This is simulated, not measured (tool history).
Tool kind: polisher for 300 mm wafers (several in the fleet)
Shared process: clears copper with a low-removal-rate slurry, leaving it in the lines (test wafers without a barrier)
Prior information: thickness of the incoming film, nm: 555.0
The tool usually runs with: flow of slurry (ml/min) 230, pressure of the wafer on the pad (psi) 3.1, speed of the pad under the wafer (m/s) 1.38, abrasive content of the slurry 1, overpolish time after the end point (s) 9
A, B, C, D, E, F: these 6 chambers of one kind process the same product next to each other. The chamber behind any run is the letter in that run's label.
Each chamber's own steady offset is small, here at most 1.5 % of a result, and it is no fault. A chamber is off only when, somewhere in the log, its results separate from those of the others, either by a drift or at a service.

run    day  flow of slurry (ml/min)  pressure of the wafer on the pad (psi)  speed of the pad under the wafer (m/s)  abrasive content of the slurry  overpolish time after the end point (s)  time until the end point was called (s)  dishing of a wide line in a test structure (nm)
     0.117  -- chamber D: slurry blender recalibrated
     0.267  -- chamber B: slurry blender recalibrated
 1C  0.354                      230                                     3.1                                    1.38                               1                                        9                                   143.43                                           25.366
     0.429  -- chamber E: slurry blender recalibrated
 2F  0.517                      230                                     3.1                                    1.38                               1                                        9                                    143.9                                           24.865
 3A  0.796                      230                                     3.1                                    1.38                               1                                        9                                   146.44                                           25.453
     0.817  -- chamber F: worn pad replaced by a new one
 4D  1.012                      230                                     3.1                                    1.38                               1                                        9                                   141.61                                            25.73
     1.088  -- chamber C: worn pad replaced by a new one
 5B  1.221                      230                                     3.1                                    1.38                               1                                        9                                   140.91                                           26.312
 6E  1.425                      230                                     3.1                                    1.38                               1                                        9                                   144.76                                           24.763
 7A  1.675                      230                                     3.1                                    1.38                               1                                        9                                   144.95                                            25.46
 8F  1.929                      230                                     3.1                                    1.38                               1                                        9                                   143.01                                           25.839
 9C  2.296                      230                                     3.1                                    1.38                               1                                        9                                   143.79                                           25.222
10E  2.488                      230                                     3.1                                    1.38                               1                                        9                                   144.71                                           25.077
     2.583  -- chamber A: slurry nozzle cleaned
11B    2.8                      230                                     3.1                                    1.38                               1                                        9                                   146.09                                           25.951
12D  3.042                      180                                     3.1                                    1.38                               1                                        9                                   148.65                                           24.008
13A  3.342                      180                                     3.1                                    1.38                               1                                        9                                   150.72                                           24.509
14D  3.671                      180                                     3.1                                    1.38                               1                                        9                                   145.73                                           25.267
     3.721  -- chamber A: slurry blender recalibrated
     3.762  -- chamber F: slurry nozzle cleaned
15E  3.979                      180                                     3.1                                    1.38                               1                                        9                                   149.73                                           24.036
     4.079  -- chamber D: worn pad replaced by a new one
16F  4.292                      180                                     3.1                                    1.38                               1                                        9                                   148.69                                            24.23
17C  4.608                      180                                     3.1                                    1.38                               1                                        9                                   148.05                                           24.555
     4.725  -- chamber B: worn pad replaced by a new one
18B   4.95                      230                                     3.1                                    1.38                               1                                        9                                   144.21                                           26.861
19D  5.158                      230                                     3.1                                    1.38                               1                                        9                                   140.55                                           25.186
     5.171  -- chamber C: worn pad replaced by a new one
20E  5.429                      230                                     3.1                                    1.38                               1                                        9                                    144.4                                           25.091
21B  5.717                      230                                     3.1                                    1.04                               1                                        7                                   191.47                                           15.407
22A  6.075                      230                                     3.1                                    1.04                               1                                        7                                   192.19                                           15.436
23F  6.392                      230                                     3.1                                    1.04                               1                                        7                                   189.79                                           14.764
     6.592  -- chamber A: worn pad replaced by a new one
24C  6.675                      230                                     3.1                                    1.04                               1                                        7                                   188.16                                           15.227
25C  6.929                      230                                     3.1                                    1.04                               1                                        7                                    186.4                                            14.95
26E  7.117                      230                                     3.1                                    1.04                               1                                        7                                   194.57                                           15.069
     7.225  -- chamber D: head pressure recalibrated
     7.304  -- chamber B: slurry blender recalibrated
27F  7.312                      230                                     3.1                                    1.38                               1                                        9                                   143.41                                           25.173
     7.471  -- chamber C: slurry nozzle cleaned
28B  7.671                      300                                     2.3                                    1.38                               1                                        9                                   189.84                                           19.739
29A  7.842                      300                                     2.3                                    1.38                               1                                        9                                   193.58                                           19.336
     8.079  -- chamber E: worn pad replaced by a new one
30D  8.154                      300                                     2.3                                    1.38                               1                                        9                                   186.38                                           19.707
     8.179  -- chamber E: slurry nozzle cleaned
31E  8.492                      300                                     2.3                                    1.38                               1                                        9                                   189.91                                           19.558
32B  8.762                      300                                     2.3                                    1.38                               1                                        9                                   194.89                                           20.427
33C   8.95                      300                                     2.3                                    1.38                               1                                        9                                    186.5                                           20.729
34F  9.254                      230                                     3.1                                    1.38                               1                                        9                                   144.55                                           25.124
     9.404  -- chamber D: worn pad replaced by a new one
35D  9.583                      230                                     3.1                                    1.38                               1                                        9                                   143.68                                           26.264
36A  9.921                      230                                     3.1                                    1.38                               1                                        9                                   145.17                                           25.706
37A  10.25                      230                                     3.1                                    1.38                               1                                        9                                   145.29                                           25.483

Each of the 6 chambers runs these same settings next. Fill in every chamber's results:
38A  10.512                      230                                     3.1                                    1.38                               1                                        9                                        ?                                                ?
38B  10.512                      230                                     3.1                                    1.38                               1                                        9                                        ?                                                ?
38C  10.512                      230                                     3.1                                    1.38                               1                                        9                                        ?                                                ?
38D  10.512                      230                                     3.1                                    1.38                               1                                        9                                        ?                                                ?
38E  10.512                      230                                     3.1                                    1.38                               1                                        9                                        ?                                                ?
38F  10.512                      230                                     3.1                                    1.38                               1                                        9                                        ?                                                ?

run  time until the end point was called (s)  dishing of a wide line in a test structure (nm)
38A                                   146.85                                            25.38
38B                                   145.89                                           25.178
38C                                   143.01                                           26.646
38D                                   143.89                                           26.795
38E                                   143.31                                           25.341
38F                                   142.96                                           25.314
